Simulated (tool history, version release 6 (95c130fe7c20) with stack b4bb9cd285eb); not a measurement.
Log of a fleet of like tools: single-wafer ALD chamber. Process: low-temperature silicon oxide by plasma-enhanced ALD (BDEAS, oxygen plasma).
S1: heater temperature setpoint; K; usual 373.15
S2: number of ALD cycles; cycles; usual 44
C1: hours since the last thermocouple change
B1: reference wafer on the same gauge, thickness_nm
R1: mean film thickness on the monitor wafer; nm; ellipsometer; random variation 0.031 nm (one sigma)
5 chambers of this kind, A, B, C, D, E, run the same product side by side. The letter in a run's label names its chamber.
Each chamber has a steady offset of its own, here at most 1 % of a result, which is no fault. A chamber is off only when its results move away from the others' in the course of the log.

run 1E hour=3.9 | S1=373.15 S2=44 | C1=622.4 | B1=5.2457 | R1=6.339
run 2B hour=9.1 | S1=373.15 S2=44 | C1=794 | B1=5.2571 | R1=6.3187
run 3D hour=12.8 | S1=373.15 S2=44 | C1=48.2 | B1=5.2536 | R1=6.3222
run 4A hour=17.6 | S1=373.15 S2=44 | C1=786.1 | B1=5.2417 | R1=6.3329
run 5C hour=21.1 | S1=373.15 S2=44 | C1=944.8 | B1=5.2573 | R1=6.2959
run 6A hour=24.6 | S1=366.15 S2=50 | C1=793.1 | B1=5.2494 | R1=7.3755
run 7C hour=29.1 | S1=366.15 S2=50 | C1=952.8 | B1=5.2452 | R1=7.4351
run 8E hour=32.3 | S1=366.15 S2=50 | C1=650.8 | B1=5.259 | R1=7.3146
run 9D hour=37 | S1=366.15 S2=50 | C1=72.4 | B1=5.2474 | R1=7.3598
run 10B hour=39.8 | S1=366.15 S2=50 | C1=824.7 | B1=5.2491 | R1=7.3789
run 11E hour=43.7 | S1=373.15 S2=44 | C1=662.2 | B1=5.251 | R1=6.2853
run 12C hour=47.7 | S1=373.15 S2=44 | C1=971.4 | B1=5.2476 | R1=6.2989
run 13B hour=50.3 | S1=373.15 S2=44 | C1=835.2 | B1=5.249 | R1=6.3287
run 14D hour=53.7 | S1=384.15 S2=38 | C1=89.1 | B1=5.2518 | R1=5.3053
run 15A hour=57.4 | S1=384.15 S2=38 | C1=825.9 | B1=5.2538 | R1=5.3202
run 16E hour=61.8 | S1=384.15 S2=38 | C1=680.3 | B1=5.2561 | R1=5.3054
run 17D hour=65 | S1=384.15 S2=38 | C1=100.4 | B1=5.2555 | R1=5.3421
run 18B hour=67.7 | S1=384.15 S2=38 | C1=852.6 | B1=5.2476 | R1=5.3301
run 19A hour=70.7 | S1=373.15 S2=44 | C1=839.2 | B1=5.2492 | R1=6.3097
run 20C hour=73.4 | S1=373.15 S2=44 | C1=997.1 | B1=5.2501 | R1=6.2924
run 21B hour=77.1 | S1=373.15 S2=44 | C1=862 | B1=5.2492 | R1=6.3467
run 22A hour=80.5 | S1=373.15 S2=44 | C1=849 | B1=5.2522 | R1=6.3797
run 23C hour=83.8 | S1=373.15 S2=44 | C1=1007.5 | B1=5.2552 | R1=6.2932
run 24E hour=88.4 | S1=373.15 S2=44 | C1=706.9 | B1=5.2513 | R1=6.3604
run 25D hour=93.4 | S1=373.15 S2=44 | C1=128.8 | B1=5.2508 | R1=6.2632
run 26C hour=98.2 | S1=373.15 S2=44 | C1=1021.9 | B1=5.2534 | R1=6.302
run 27A hour=101.8 | S1=373.15 S2=44 | C1=870.3 | B1=5.2415 | R1=6.3223
run 28B hour=105.8 | S1=373.15 S2=44 | C1=890.7 | B1=5.2473 | R1=6.3458
run 29E hour=109.9 | S1=373.15 S2=44 | C1=728.4 | B1=5.2591 | R1=6.2944
run 30D hour=114.7 | S1=373.15 S2=44 | C1=150.1 | B1=5.2498 | R1=6.298
run 31E hour=117.3 | S1=373.15 S2=44 | C1=735.8 | B1=5.2443 | R1=6.3349
run 32D hour=120.7 | S1=373.15 S2=44 | C1=156.1 | B1=5.2528 | R1=6.3131
run 33C hour=125.6 | S1=373.15 S2=44 | C1=1049.3 | B1=5.2499 | R1=6.3313
run 34B hour=128.1 | S1=373.15 S2=44 | C1=913 | B1=5.2517 | R1=6.3393
run 35A hour=132.3 | S1=373.15 S2=44 | C1=900.8 | B1=5.2525 | R1=6.3141
run 36E hour=136 | S1=373.15 S2=44 | C1=754.5 | B1=5.2528 | R1=6.3162

All 5 chambers run these settings next. Forecast each chamber's results:
run 37A hour=139.9 | S1=373.15 S2=49 | R1=?
run 37B hour=139.9 | S1=373.15 S2=49 | R1=?
run 37C hour=139.9 | S1=373.15 S2=49 | R1=?
run 37D hour=139.9 | S1=373.15 S2=49 | R1=?
run 37E hour=139.9 | S1=373.15 S2=49 | R1=?

run=37A R1=7.0528
run=37B R1=7.0696
run=37C R1=7.0561
run=37D R1=7.0415
run=37E R1=7.0115
